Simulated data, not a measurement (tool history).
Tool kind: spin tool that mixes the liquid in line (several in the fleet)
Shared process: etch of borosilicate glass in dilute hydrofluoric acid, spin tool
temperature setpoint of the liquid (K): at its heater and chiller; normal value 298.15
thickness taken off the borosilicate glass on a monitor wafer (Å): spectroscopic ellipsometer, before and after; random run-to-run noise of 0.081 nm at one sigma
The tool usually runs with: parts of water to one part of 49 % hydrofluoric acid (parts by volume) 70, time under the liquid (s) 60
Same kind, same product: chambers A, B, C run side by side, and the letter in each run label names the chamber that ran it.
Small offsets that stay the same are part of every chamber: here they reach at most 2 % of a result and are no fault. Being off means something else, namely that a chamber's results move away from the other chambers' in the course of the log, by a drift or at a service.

| run | hour | temperature setpoint of the liquid (K) | parts of water to one part of 49 % hydrofluoric acid (parts by volume) | time under the liquid (s) | read-back film thickness of the borosilicate glass reference wafer, read on the same gauge (nm) | thickness taken off the borosilicate glass on a monitor wafer (Å) |
|---|---|---|---|---|---|---|
| 1B | 5.4 | 298.15 | 70 | 60 | 69.950 | 212.86 |
| 2A | 13.5 | 298.15 | 70 | 60 | 69.957 | 214.99 |
| 3C | 22.4 | 298.15 | 70 | 60 | 70.006 | 215.49 |
|  | 29.8 | chamber B: thermometer replaced |
| 4A | 33.7 | 298.15 | 70 | 60 | 69.954 | 213.28 |
| 5C | 42.5 | 298.15 | 70 | 60 | 70.055 | 215.70 |
| 6B | 53.2 | 298.15 | 70 | 75 | 70.002 | 265.79 |
| 7C | 61.3 | 298.15 | 70 | 75 | 69.980 | 269.42 |
| 8B | 70.2 | 298.15 | 70 | 75 | 69.989 | 264.91 |
| 9A | 81.5 | 295.15 | 70 | 60 | 70.004 | 190.26 |
| 10B | 87.1 | 295.15 | 70 | 60 | 70.020 | 189.20 |
| 11A | 94.6 | 295.15 | 70 | 60 | 69.990 | 188.60 |
| 12C | 104.8 | 298.15 | 70 | 40 | 70.046 | 143.93 |
| 13B | 111.3 | 298.15 | 70 | 40 | 70.001 | 142.21 |
| 14C | 116.9 | 298.15 | 70 | 40 | 70.009 | 143.89 |
| 15A | 126.1 | 298.15 | 70 | 60 | 70.016 | 212.31 |
| 16C | 135.4 | 298.15 | 70 | 60 | 70.019 | 216.54 |
| 17B | 145.9 | 298.15 | 70 | 60 | 70.009 | 213.39 |
| 18A | 151.6 | 298.15 | 70 | 60 | 70.017 | 214.06 |
| 19A | 158.0 | 298.15 | 70 | 60 | 70.014 | 212.10 |
| 20C | 165.3 | 298.15 | 70 | 60 | 69.989 | 216.96 |
| 21B | 172.7 | 298.15 | 70 | 60 | 70.031 | 211.88 |
| 22B | 178.1 | 298.15 | 70 | 60 | 69.998 | 212.79 |
| 23A | 187.4 | 298.15 | 80 | 85 | 69.941 | 262.06 |
| 24C | 195.1 | 298.15 | 80 | 85 | 69.984 | 265.91 |
| 25B | 202.1 | 298.15 | 80 | 85 | 70.053 | 261.16 |
| 26A | 207.4 | 298.15 | 70 | 60 | 70.046 | 213.20 |
| 27C | 214.6 | 298.15 | 70 | 60 | 69.978 | 218.59 |
| 28B | 221.2 | 298.15 | 70 | 60 | 70.043 | 213.97 |
| 29A | 228.4 | 298.15 | 70 | 60 | 69.995 | 214.63 |
| 30C | 237.4 | 298.15 | 70 | 60 | 70.014 | 220.07 |
| 31A | 245.2 | 298.15 | 70 | 60 | 70.023 | 214.32 |
| 32C | 251.0 | 298.15 | 70 | 60 | 69.987 | 220.96 |
| 33B | 259.9 | 298.15 | 70 | 60 | 69.996 | 213.90 |
| 34C | 265.0 | 298.15 | 70 | 60 | 70.046 | 221.95 |
| 35B | 273.3 | 298.15 | 70 | 60 | 69.961 | 212.33 |
| 36A | 283.8 | 298.15 | 70 | 60 | 69.998 | 212.52 |
| 37A | 290.7 | 298.15 | 70 | 60 | 69.991 | 213.80 |
| 38B | 300.1 | 298.15 | 70 | 60 | 70.049 | 212.75 |

The same settings go to every chamber for the next run, one line per chamber below. Forecast the results for each:
| 39A | 308.4 | 295.15 | 70 | 60 |  | ? |
| 39B | 308.4 | 295.15 | 70 | 60 |  | ? |
| 39C | 308.4 | 295.15 | 70 | 60 |  | ? |

| run | thickness taken off the borosilicate glass on a monitor wafer (Å) |
|---|---|
| 39A | 188.63 |
| 39B | 188.77 |
| 39C | 198.26 |
